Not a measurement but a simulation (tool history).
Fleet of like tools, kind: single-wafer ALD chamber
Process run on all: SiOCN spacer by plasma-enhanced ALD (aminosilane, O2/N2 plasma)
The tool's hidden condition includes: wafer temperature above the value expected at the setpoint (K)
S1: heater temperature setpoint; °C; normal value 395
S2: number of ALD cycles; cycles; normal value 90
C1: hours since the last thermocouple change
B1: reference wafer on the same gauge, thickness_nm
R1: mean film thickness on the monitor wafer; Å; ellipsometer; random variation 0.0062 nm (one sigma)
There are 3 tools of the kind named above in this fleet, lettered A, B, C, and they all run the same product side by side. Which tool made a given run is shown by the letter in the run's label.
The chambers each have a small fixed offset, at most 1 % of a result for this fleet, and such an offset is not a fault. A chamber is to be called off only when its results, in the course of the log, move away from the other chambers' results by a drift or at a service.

{"run": "1A", "hour": 11.8, "S1": 395, "S2": 90, "C1": 2133.2, "B1": 4.5492, "R1": 53.986}
{"run": "2B", "hour": 24.3, "S1": 395, "S2": 90, "C1": 748, "B1": 4.549, "R1": 54.695}
{"run": "3C", "hour": 38.4, "S1": 395, "S2": 90, "C1": 216.7, "B1": 4.5482, "R1": 53.967}
{"run": "4A", "hour": 45.4, "S1": 395, "S2": 90, "C1": 2166.8, "B1": 4.5483, "R1": 54.01}
{"run": "5C", "hour": 56.9, "S1": 395, "S2": 90, "C1": 235.2, "B1": 4.5486, "R1": 54.116}
{"run": "6B", "hour": 66.1, "S1": 381, "S2": 90, "C1": 789.8, "B1": 4.5477, "R1": 54.628}
{"run": "7A", "hour": 78.1, "S1": 381, "S2": 90, "C1": 2199.5, "B1": 4.5455, "R1": 53.877}
{"run": "8B", "hour": 88.9, "S1": 381, "S2": 90, "C1": 812.6, "B1": 4.5443, "R1": 54.585}
{"run": "9C", "hour": 96.0, "S1": 395, "S2": 90, "C1": 274.3, "B1": 4.5465, "R1": 53.896}
{"run": "10C", "hour": 110.9, "S1": 395, "S2": 90, "C1": 289.2, "B1": 4.5447, "R1": 53.824}
{"run": "11B", "hour": 119.3, "S1": 395, "S2": 90, "C1": 843, "B1": 4.5441, "R1": 54.68}
{"run": "12A", "hour": 133.1, "S1": 395, "S2": 90, "C1": 2254.5, "B1": 4.5441, "R1": 53.761}
{"run": "13C", "hour": 141.6, "S1": 395, "S2": 90, "C1": 319.9, "B1": 4.5439, "R1": 53.988}
{"run": "14A", "hour": 148.5, "S1": 389, "S2": 76, "C1": 2269.9, "B1": 4.5406, "R1": 45.542}
{"run": "15B", "hour": 155.9, "S1": 389, "S2": 76, "C1": 879.6, "B1": 4.5413, "R1": 46.17}
{"run": "16B", "hour": 165.9, "S1": 389, "S2": 76, "C1": 889.6, "B1": 4.5413, "R1": 46.188}
{"run": "17A", "hour": 179.5, "S1": 395, "S2": 104, "C1": 2300.9, "B1": 4.5408, "R1": 62.12}
{"run": "18C", "hour": 193.3, "S1": 395, "S2": 104, "C1": 371.6, "B1": 4.538, "R1": 62.385}
{"run": "19B", "hour": 206.0, "S1": 395, "S2": 104, "C1": 929.7, "B1": 4.539, "R1": 62.965}
{"run": "20C", "hour": 214.0, "S1": 395, "S2": 73, "C1": 392.3, "B1": 4.5382, "R1": 43.744}
{"run": "21A", "hour": 224.4, "S1": 395, "S2": 73, "C1": 2345.8, "B1": 4.5382, "R1": 43.612}
{"run": "22B", "hour": 232.0, "S1": 395, "S2": 73, "C1": 955.7, "B1": 4.5378, "R1": 44.242}
{"run": "23C", "hour": 243.1, "S1": 395, "S2": 90, "C1": 421.4, "B1": 4.5358, "R1": 53.886}
{"run": "24A", "hour": 253.3, "S1": 395, "S2": 90, "C1": 2374.7, "B1": 4.537, "R1": 53.686}
{"run": "25B", "hour": 267.8, "S1": 395, "S2": 90, "C1": 991.5, "B1": 4.5349, "R1": 54.468}
{"run": "26C", "hour": 278.8, "S1": 395, "S2": 106, "C1": 457.1, "B1": 4.5338, "R1": 63.493}
{"run": "27A", "hour": 287.4, "S1": 395, "S2": 106, "C1": 2408.8, "B1": 4.534, "R1": 63.256}
{"run": "28A", "hour": 295.8, "S1": 395, "S2": 106, "C1": 2417.2, "B1": 4.5335, "R1": 63.106}
{"run": "29C", "hour": 309.7, "S1": 395, "S2": 74, "C1": 488, "B1": 4.5324, "R1": 44.234}
{"run": "30B", "hour": 321.1, "S1": 395, "S2": 74, "C1": 1044.8, "B1": 4.532, "R1": 44.79}
{"run": "31A", "hour": 328.3, "S1": 395, "S2": 74, "C1": 2449.7, "B1": 4.5321, "R1": 44.264}
{"run": "32C", "hour": 341.0, "S1": 395, "S2": 90, "C1": 519.3, "B1": 4.5311, "R1": 53.855}
{"run": "33B", "hour": 355.4, "S1": 395, "S2": 90, "C1": 1079.1, "B1": 4.5314, "R1": 54.606}
{"run": "34A", "hour": 370.0, "S1": 395, "S2": 90, "C1": 2491.4, "B1": 4.5291, "R1": 53.724}

Next, every chamber runs the same settings. What will each give?
{"run": "35A", "hour": 380.9, "S1": 395, "S2": 90, "R1": "?"}
{"run": "35B", "hour": 380.9, "S1": 395, "S2": 90, "R1": "?"}
{"run": "35C", "hour": 380.9, "S1": 395, "S2": 90, "R1": "?"}

run=35A R1=53.704
run=35B R1=54.435
run=35C R1=53.819
